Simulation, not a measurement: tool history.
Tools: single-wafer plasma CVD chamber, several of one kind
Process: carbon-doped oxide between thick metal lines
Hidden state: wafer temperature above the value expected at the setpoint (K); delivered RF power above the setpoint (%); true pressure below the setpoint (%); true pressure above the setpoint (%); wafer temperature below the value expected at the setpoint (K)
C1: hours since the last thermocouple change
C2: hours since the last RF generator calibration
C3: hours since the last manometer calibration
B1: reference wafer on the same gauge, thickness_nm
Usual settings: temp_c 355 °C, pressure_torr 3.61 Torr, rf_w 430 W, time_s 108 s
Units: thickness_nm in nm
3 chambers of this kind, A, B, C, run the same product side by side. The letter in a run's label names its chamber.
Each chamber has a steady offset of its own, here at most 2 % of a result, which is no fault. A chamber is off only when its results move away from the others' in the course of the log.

Run 1B, hour 11.2: usual settings; C1 250.2; C2 1204.5; C3 1256.9; B1 387.29. Result: thickness_nm 467.22 nm.
Run 2A, hour 22.5: usual settings; C1 256.7; C2 1475.3; C3 24.0; B1 387.28. Result: thickness_nm 473.29 nm.
Run 3C, hour 33.9: usual settings; C1 1385.2; C2 1557.7; C3 725.1; B1 386.74. Result: thickness_nm 460.14 nm.
Run 4B, hour 42.2: usual settings; C1 281.2; C2 1235.5; C3 1287.9; B1 387.24. Result: thickness_nm 460.11 nm.
Run 5A, hour 50.3: usual settings; C1 284.5; C2 1503.1; C3 51.8; B1 386.91. Result: thickness_nm 473.69 nm.
At hour 51.9: chamber B: capacitance manometer re-zeroed and calibrated.
Run 6C, hour 59.6: usual settings; C1 1410.9; C2 1583.4; C3 750.8; B1 387.11. Result: thickness_nm 457.88 nm.
Run 7A, hour 67.0: usual settings; C1 301.2; C2 1519.8; C3 68.5; B1 386.78. Result: thickness_nm 469.76 nm.
Run 8B, hour 78.5: usual settings; C1 317.5; C2 1271.8; C3 26.7; B1 387.37. Result: thickness_nm 463.38 nm.
Run 9C, hour 88.0: usual settings; C1 1439.3; C2 1611.8; C3 779.2; B1 386.89. Result: thickness_nm 457.12 nm.
Run 10C, hour 98.5: usual settings; C1 1449.8; C2 1622.3; C3 789.7; B1 387.15. Result: thickness_nm 459.06 nm.
Run 11B, hour 105.1: usual settings but pressure_torr 4.03 Torr; C1 344.1; C2 1298.4; C3 53.3; B1 386.96. Result: thickness_nm 466.47 nm.
Run 12A, hour 114.0: usual settings but pressure_torr 4.03 Torr; C1 348.2; C2 1566.8; C3 115.5; B1 386.92. Result: thickness_nm 479.76 nm.
Run 13A, hour 119.5: usual settings but pressure_torr 4.03 Torr; C1 353.7; C2 1572.3; C3 121.0; B1 387.04. Result: thickness_nm 482.47 nm.
Run 14B, hour 125.3: usual settings but temp_c 362 °C, time_s 87 s; C1 364.3; C2 1318.6; C3 73.5; B1 386.80. Result: thickness_nm 364.03 nm.
Run 15C, hour 136.2: usual settings but temp_c 362 °C, time_s 87 s; C1 1487.5; C2 1660.0; C3 827.4; B1 387.32. Result: thickness_nm 363.52 nm.
Run 16B, hour 142.9: usual settings but temp_c 362 °C, time_s 87 s; C1 381.9; C2 1336.2; C3 91.1; B1 386.93. Result: thickness_nm 366.74 nm.
Run 17C, hour 152.8: usual settings but rf_w 350 W, time_s 115 s; C1 1504.1; C2 1676.6; C3 844.0; B1 386.97. Result: thickness_nm 418.77 nm.
Run 18A, hour 165.1: usual settings but rf_w 350 W, time_s 115 s; C1 399.3; C2 1617.9; C3 166.6; B1 387.34. Result: thickness_nm 432.73 nm.
Run 19C, hour 175.2: usual settings but rf_w 350 W, time_s 115 s; C1 1526.5; C2 1699.0; C3 866.4; B1 387.04. Result: thickness_nm 420.63 nm.
Run 20B, hour 184.1: usual settings; C1 423.1; C2 1377.4; C3 132.3; B1 387.12. Result: thickness_nm 461.99 nm.
Run 21A, hour 195.6: usual settings; C1 429.8; C2 1648.4; C3 197.1; B1 386.82. Result: thickness_nm 467.86 nm.
Run 22B, hour 203.6: usual settings but temp_c 348 °C; C1 442.6; C2 1396.9; C3 151.8; B1 387.11. Result: thickness_nm 467.94 nm.
Run 23A, hour 213.5: usual settings but temp_c 348 °C; C1 447.7; C2 1666.3; C3 215.0; B1 387.13. Result: thickness_nm 478.99 nm.
Run 24C, hour 224.9: usual settings but temp_c 348 °C; C1 1576.2; C2 1748.7; C3 916.1; B1 387.02. Result: thickness_nm 464.14 nm.
Run 25A, hour 230.9: usual settings; C1 465.1; C2 1683.7; C3 232.4; B1 386.63. Result: thickness_nm 468.13 nm.
Run 26C, hour 243.1: usual settings but temp_c 365 °C, pressure_torr 3.28 Torr; C1 1594.4; C2 1766.9; C3 934.3; B1 387.02. Result: thickness_nm 441.48 nm.
Run 27B, hour 251.3: usual settings but temp_c 365 °C, pressure_torr 3.28 Torr; C1 490.3; C2 1444.6; C3 199.5; B1 386.96. Result: thickness_nm 446.68 nm.
Run 28A, hour 259.7: usual settings but temp_c 365 °C, pressure_torr 3.28 Torr; C1 493.9; C2 1712.5; C3 261.2; B1 387.02. Result: thickness_nm 454.15 nm.
Run 29B, hour 271.7: usual settings; C1 510.7; C2 1465.0; C3 219.9; B1 387.09. Result: thickness_nm 460.02 nm.
Run 30C, hour 282.2: usual settings but temp_c 350 °C, time_s 91 s; C1 1633.5; C2 1806.0; C3 973.4; B1 387.55. Result: thickness_nm 390.03 nm.
Run 31B, hour 292.7: usual settings but temp_c 350 °C, time_s 91 s; C1 531.7; C2 1486.0; C3 240.9; B1 387.19. Result: thickness_nm 396.39 nm.
Run 32C, hour 300.7: usual settings but temp_c 350 °C, time_s 91 s; C1 1652.0; C2 1824.5; C3 991.9; B1 387.14. Result: thickness_nm 393.19 nm.
Run 33A, hour 312.3: usual settings; C1 546.5; C2 1765.1; C3 313.8; B1 387.07. Result: thickness_nm 475.26 nm.
Run 34B, hour 324.6: usual settings; C1 563.6; C2 1517.9; C3 272.8; B1 387.45. Result: thickness_nm 461.20 nm.
Run 35C, hour 333.4: usual settings; C1 1684.7; C2 1857.2; C3 1024.6; B1 387.17. Result: thickness_nm 458.28 nm.
Run 36A, hour 340.5: usual settings; C1 574.7; C2 1793.3; C3 342.0; B1 386.85. Result: thickness_nm 475.24 nm.
Run 37C, hour 348.4: usual settings; C1 1699.7; C2 1872.2; C3 1039.6; B1 387.38. Result: thickness_nm 458.31 nm.
Run 38A, hour 360.5: usual settings; C1 594.7; C2 1813.3; C3 362.0; B1 386.61. Result: thickness_nm 475.70 nm.
Run 39B, hour 368.5: usual settings; C1 607.5; C2 1561.8; C3 316.7; B1 387.00. Result: thickness_nm 458.52 nm.
Run 40C, hour 379.2: usual settings; C1 1730.5; C2 1903.0; C3 1070.4; B1 387.35. Result: thickness_nm 460.89 nm.

Next, every chamber runs the same settings. What will each give?
Run 41A, hour 388.2: usual settings. Result: thickness_nm ?.
Run 41B, hour 388.2: usual settings. Result: thickness_nm ?.
Run 41C, hour 388.2: usual settings. Result: thickness_nm ?.

run  thickness_nm
41A        470.79
41B        466.29
41C        463.12
